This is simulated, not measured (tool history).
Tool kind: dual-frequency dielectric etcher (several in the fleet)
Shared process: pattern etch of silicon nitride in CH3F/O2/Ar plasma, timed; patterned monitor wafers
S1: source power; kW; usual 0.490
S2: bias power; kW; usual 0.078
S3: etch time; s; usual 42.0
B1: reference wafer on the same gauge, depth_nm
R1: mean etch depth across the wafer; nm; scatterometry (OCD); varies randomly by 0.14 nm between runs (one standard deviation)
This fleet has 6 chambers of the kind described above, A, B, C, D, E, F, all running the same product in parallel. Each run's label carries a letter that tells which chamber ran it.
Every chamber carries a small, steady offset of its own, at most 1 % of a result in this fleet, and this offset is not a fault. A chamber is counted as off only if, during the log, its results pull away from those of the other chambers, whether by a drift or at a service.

run,hour,S1,S2,S3,B1,R1
1C,7.1,0.490,0.078,42.0,37.396,32.552
2F,17.7,0.490,0.078,42.0,37.424,32.528
3D,23.9,0.490,0.078,42.0,37.424,32.974
4E,30.2,0.490,0.078,42.0,37.430,32.695
5B,38.2,0.490,0.078,42.0,37.400,32.235
6A,51.6,0.490,0.069,35.0,37.402,26.049
7C,64.3,0.490,0.069,35.0,37.387,26.133
8F,76.4,0.490,0.069,35.0,37.431,26.190
9A,89.1,0.490,0.069,35.0,37.419,26.147
10D,102.5,0.490,0.069,35.0,37.364,26.407
11B,111.5,0.490,0.069,35.0,37.359,25.946
12E,118.1,0.490,0.078,42.0,37.419,32.661
13C,126.4,0.550,0.085,42.0,37.378,35.091
14D,134.8,0.550,0.085,42.0,37.410,35.731
15B,141.2,0.550,0.085,42.0,37.366,34.878
16A,147.5,0.550,0.085,42.0,37.401,35.312
17F,160.3,0.550,0.085,42.0,37.379,35.082
18E,169.6,0.550,0.085,42.0,37.412,34.923
# hour 173.2: chamber B: wet clean of the chamber
19D,176.0,0.490,0.078,42.0,37.420,32.872
20A,182.6,0.530,0.078,50.5,37.389,40.392
21C,193.3,0.530,0.078,50.5,37.404,40.239
22E,200.5,0.530,0.078,50.5,37.379,40.004
23B,208.0,0.530,0.078,50.5,37.433,40.321
24F,219.0,0.530,0.078,50.5,37.376,40.329
25E,230.2,0.530,0.078,50.5,37.373,40.171
26D,240.3,0.490,0.078,42.0,37.412,33.001
# hour 244.9: chamber D: wet clean of the chamber
27C,253.3,0.490,0.078,31.0,37.422,23.874
28B,262.0,0.490,0.078,31.0,37.404,23.977
29A,273.6,0.490,0.078,31.0,37.375,24.205
30F,287.4,0.490,0.078,31.0,37.397,24.177
31E,295.6,0.490,0.078,31.0,37.415,23.807
32F,306.8,0.490,0.078,31.0,37.414,24.016
33C,313.9,0.490,0.078,42.0,37.388,32.750
34D,325.3,0.490,0.078,42.0,37.383,33.129
# hour 334.0: chamber F: bias power generator calibrated
35A,336.3,0.490,0.078,42.0,37.398,32.833
36B,342.6,0.490,0.078,42.0,37.422,32.634
37D,351.6,0.490,0.078,42.0,37.394,32.988
38F,359.4,0.490,0.078,42.0,37.362,32.802
39E,367.3,0.490,0.078,42.0,37.443,31.675
40B,374.3,0.490,0.078,42.0,37.394,32.704
41C,388.0,0.490,0.078,42.0,37.395,32.572
# hour 392.5: chamber A: wet clean of the chamber
42A,400.0,0.490,0.078,32.5,37.375,25.594
43B,408.8,0.490,0.078,32.5,37.419,25.243
44A,419.8,0.490,0.078,32.5,37.433,25.452

What goes on in this fleet: one chamber off, a drifting gauge, or nothing beyond the chambers' own small offsets? Name the chamber and the cause, if any.

Little by little, chamber E moves away from the other chambers.
What lies behind it: etch rate under this chamber's usual, % = 3.15.

Chamber E could run next with any of the 4 candidate recipes listed below; each alters the usual settings, and their results appear as question marks. Which one brings its results back in line with what the other chambers deliver on the usual settings?
Maximum distance from the other chambers' mean on the usual settings for a result to count as in line: R1 0.500 nm
45E-1,429.8,0.490,0.078,43.5,,?
45E-2,429.8,0.500,0.079,44.5,,?
45E-3,429.8,0.490,0.078,39.5,,?
45E-4,429.8,0.450,0.078,42.0,,?

The other chambers' mean on the usual settings: R1 32.746 nm
run,R1
45E-1,32.796
45E-2,33.960
45E-3,29.780
45E-4,30.653
With 45E-1, the chamber falls back in line with the rest.
